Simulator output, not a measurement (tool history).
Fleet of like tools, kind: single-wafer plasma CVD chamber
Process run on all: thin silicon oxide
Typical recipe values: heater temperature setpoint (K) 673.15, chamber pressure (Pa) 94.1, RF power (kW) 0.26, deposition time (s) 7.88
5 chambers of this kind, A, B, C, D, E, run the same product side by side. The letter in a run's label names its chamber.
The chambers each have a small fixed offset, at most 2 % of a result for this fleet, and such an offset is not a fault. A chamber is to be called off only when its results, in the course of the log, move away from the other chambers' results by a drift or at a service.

| run | day | heater temperature setpoint (K) | chamber pressure (Pa) | RF power (kW) | deposition time (s) | read-back reference wafer on the same gauge, thickness_nm | mean film thickness on the monitor wafer (angstrom) |
|---|---|---|---|---|---|---|---|
| 1B | 0.388 | 673.15 | 94.1 | 0.26 | 7.88 | 11.199 | 119.28 |
| 2D | 0.904 | 673.15 | 94.1 | 0.26 | 7.88 | 11.2 | 120.22 |
| 3A | 1.167 | 673.15 | 94.1 | 0.26 | 7.88 | 11.198 | 123.09 |
| 4E | 1.575 | 673.15 | 94.1 | 0.26 | 7.88 | 11.197 | 119.77 |
| 5C | 2.133 | 679.15 | 94.1 | 0.26 | 7.88 | 11.208 | 120.46 |
| 6A | 2.504 | 679.15 | 94.1 | 0.26 | 7.88 | 11.204 | 122.03 |
|  | 2.667 | chamber D: RF generator calibrated |
| 7C | 2.875 | 679.15 | 94.1 | 0.26 | 7.88 | 11.202 | 120.49 |
|  | 3.108 | chamber A: RF generator calibrated |
| 8D | 3.238 | 679.15 | 94.1 | 0.26 | 7.88 | 11.18 | 120.65 |
| 9B | 3.612 | 679.15 | 94.1 | 0.26 | 7.88 | 11.203 | 119.59 |
| 10E | 3.879 | 673.15 | 94.1 | 0.26 | 7.88 | 11.194 | 119.36 |
| 11E | 4.429 | 659.15 | 94.1 | 0.26 | 7.88 | 11.201 | 121.83 |
| 12B | 4.979 | 659.15 | 94.1 | 0.26 | 7.88 | 11.201 | 121.1 |
| 13D | 5.508 | 659.15 | 94.1 | 0.26 | 7.88 | 11.211 | 121.52 |
| 14C | 5.908 | 659.15 | 94.1 | 0.26 | 7.88 | 11.199 | 121.59 |
| 15A | 6.346 | 659.15 | 94.1 | 0.26 | 7.88 | 11.195 | 123.31 |
| 16D | 6.604 | 686.15 | 94.1 | 0.23 | 7.88 | 11.203 | 113.76 |
| 17C | 7.017 | 686.15 | 94.1 | 0.23 | 7.88 | 11.211 | 113.8 |
| 18B | 7.45 | 686.15 | 94.1 | 0.23 | 7.88 | 11.188 | 112.95 |
| 19A | 7.788 | 686.15 | 94.1 | 0.23 | 7.88 | 11.201 | 115.58 |
| 20E | 8.108 | 686.15 | 94.1 | 0.23 | 7.88 | 11.198 | 112.23 |
|  | 8.633 | chamber C: thermocouple changed; heater temperature recalibrated |
| 21E | 8.688 | 673.15 | 94.1 | 0.26 | 7.88 | 11.207 | 119.39 |
|  | 9.129 | chamber B: RF generator calibrated |
| 22C | 9.162 | 673.15 | 94.1 | 0.26 | 7.88 | 11.196 | 120.61 |
| 23B | 9.712 | 673.15 | 94.1 | 0.26 | 7.88 | 11.187 | 119.74 |
| 24A | 10.192 | 673.15 | 94.1 | 0.26 | 7.88 | 11.206 | 124.88 |
| 25D | 10.638 | 673.15 | 94.1 | 0.26 | 7.88 | 11.2 | 120.39 |
| 26A | 11.108 | 673.15 | 94.1 | 0.26 | 7.88 | 11.208 | 125.12 |
| 27C | 11.471 | 673.15 | 94.1 | 0.26 | 7.88 | 11.205 | 121.44 |
| 28E | 11.875 | 673.15 | 94.1 | 0.26 | 7.88 | 11.215 | 119.96 |
| 29B | 12.338 | 682.15 | 94.1 | 0.26 | 8.59 | 11.206 | 130.83 |
| 30D | 12.746 | 682.15 | 94.1 | 0.26 | 8.59 | 11.214 | 130.5 |
| 31E | 13.271 | 682.15 | 94.1 | 0.26 | 8.59 | 11.199 | 128.76 |
| 32A | 13.571 | 682.15 | 94.1 | 0.26 | 8.59 | 11.195 | 138.05 |
| 33C | 13.871 | 682.15 | 94.1 | 0.26 | 8.59 | 11.185 | 131.5 |
| 34B | 14.446 | 673.15 | 94.1 | 0.26 | 7.88 | 11.206 | 120.61 |
| 35D | 14.917 | 673.15 | 94.1 | 0.26 | 7.88 | 11.189 | 120.62 |
| 36D | 15.475 | 673.15 | 94.1 | 0.26 | 7.88 | 11.189 | 119.5 |
| 37A | 15.792 | 678.15 | 94.1 | 0.26 | 7.88 | 11.191 | 131.18 |

One chamber off, gauge drift, or nothing amiss beyond the chambers' own small offsets? If it is a chamber, which one, and what is the likeliest cause?

One chamber, A, drifts off from the rest bit by bit.
Most likely cause: true pressure above the setpoint (%) = 7.44.

Here are 4 candidates for chamber A's next run, each the usual settings with a change, their results left as question marks. Which one brings its results back in line with what the others give on the usual settings?
In line here means within this much of the mean the other chambers give on the usual settings: mean film thickness on the monitor wafer (angstrom) 2.1
| 38A-1 | 16.208 | 673.15 | 94.1 | 0.25 | 7.32 |  | ? |
| 38A-2 | 16.208 | 673.15 | 98.7 | 0.265 | 8.13 |  | ? |
| 38A-3 | 16.208 | 674.15 | 94.1 | 0.245 | 6.8 |  | ? |
| 38A-4 | 16.208 | 673.15 | 104.9 | 0.26 | 8.48 |  | ? |

What the other chambers average on the usual settings: mean film thickness on the monitor wafer (angstrom) 120.23
| run | mean film thickness on the monitor wafer (angstrom) |
|---|---|
| 38A-1 | 119.92 |
| 38A-2 | 142.69 |
| 38A-3 | 110.33 |
| 38A-4 | 156.02 |
The right change is 38A-1: it brings the chamber back within the allowed miss of the others.

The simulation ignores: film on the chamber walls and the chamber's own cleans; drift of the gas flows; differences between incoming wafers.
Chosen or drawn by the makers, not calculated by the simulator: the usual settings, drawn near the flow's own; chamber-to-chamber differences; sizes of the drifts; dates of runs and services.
